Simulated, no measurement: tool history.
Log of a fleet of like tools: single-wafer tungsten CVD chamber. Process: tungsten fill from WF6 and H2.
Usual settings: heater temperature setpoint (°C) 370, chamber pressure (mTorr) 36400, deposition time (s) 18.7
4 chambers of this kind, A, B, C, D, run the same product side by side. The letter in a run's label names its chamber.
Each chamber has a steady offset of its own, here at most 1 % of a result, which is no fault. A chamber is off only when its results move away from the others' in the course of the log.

run	hour	heater temperature setpoint (°C)	chamber pressure (mTorr)	deposition time (s)	hours since the last thermocouple change	hours since the last manometer calibration	read-back reference wafer on the same gauge, thickness_nm	mean film thickness on the monitor wafer (nm)
1D	5.5	370	36400	18.7	751.2	617.7	37.908	32.782
2A	14.7	370	36400	18.7	346.7	1838.0	37.917	32.823
3C	21.2	370	36400	18.7	39.9	787.5	37.916	32.811
4B	28.8	370	36400	18.7	877.7	435.7	37.879	32.626
5D	35.4	370	36400	18.7	781.1	647.6	37.901	32.686
6A	43.4	370	36400	18.7	375.4	1866.7	37.902	32.962
7C	50.6	370	36400	18.7	69.3	816.9	37.908	32.823
8B	61.1	370	36400	18.7	910.0	468.0	37.894	32.643
9C	67.4	370	27800	18.7	86.1	833.7	37.916	28.868
10B	73.2	370	27800	18.7	922.1	480.1	37.891	28.605
11D	80.7	370	27800	18.7	826.4	692.9	37.889	28.656
12A	85.6	370	27800	18.7	417.6	1908.9	37.919	29.131
13B	93.4	370	36400	18.7	942.3	500.3	37.900	32.616
14C	100.6	370	36400	18.7	119.3	866.9	37.887	32.745
15A	110.8	370	39300	18.7	442.8	1934.1	37.896	33.833
16D	116.7	370	39300	18.7	862.4	728.9	37.899	33.975
17A	124.1	370	39300	18.7	456.1	1947.4	37.906	33.974
# hour 128.8: chamber B: thermocouple changed; heater temperature recalibrated
18D	134.5	370	39300	18.7	880.2	746.7	37.894	34.044
19C	140.2	370	36400	18.7	158.9	906.5	37.910	32.822
20B	146.9	377	36400	20.7	18.1	553.8	37.892	40.422
21C	155.3	377	36400	20.7	174.0	921.6	37.901	41.879
22D	161.3	377	36400	20.7	907.0	773.5	37.908	41.825
23A	171.4	377	36400	20.7	503.4	1994.7	37.903	41.917
24B	176.9	370	32600	17.4	48.1	583.8	37.902	27.906
25B	187.3	370	32600	17.4	58.5	594.2	37.901	27.790
26D	195.5	370	32600	17.4	941.2	807.7	37.891	28.887
27C	202.8	370	32600	17.4	221.5	969.1	37.884	28.962
28A	211.2	370	36400	18.7	543.2	2034.5	37.900	32.875
29C	216.0	370	36400	18.7	234.7	982.3	37.918	32.775
30D	225.4	370	36400	18.7	971.1	837.6	37.908	32.769
31B	235.2	370	36400	18.7	106.4	642.1	37.911	31.657
32A	242.1	370	36400	18.7	574.1	2065.4	37.884	32.988
33B	251.4	370	36400	18.7	122.6	658.3	37.892	31.555
34C	256.0	359	36400	15.8	274.7	1022.3	37.908	21.868
35A	262.6	359	36400	15.8	594.6	2085.9	37.911	21.918
36D	268.1	359	36400	15.8	1013.8	880.3	37.894	21.761
37C	272.9	359	36400	15.8	291.6	1039.2	37.900	21.848
38A	281.1	370	36400	18.7	613.1	2104.4	37.906	32.749

All 4 chambers run these settings next. Forecast each chamber's results:
39A	288.7	370	39400	18.7				?
39B	288.7	370	39400	18.7				?
39C	288.7	370	39400	18.7				?
39D	288.7	370	39400	18.7				?

run	mean film thickness on the monitor wafer (nm)
39A	34.093
39B	32.820
39C	34.038
39D	34.023
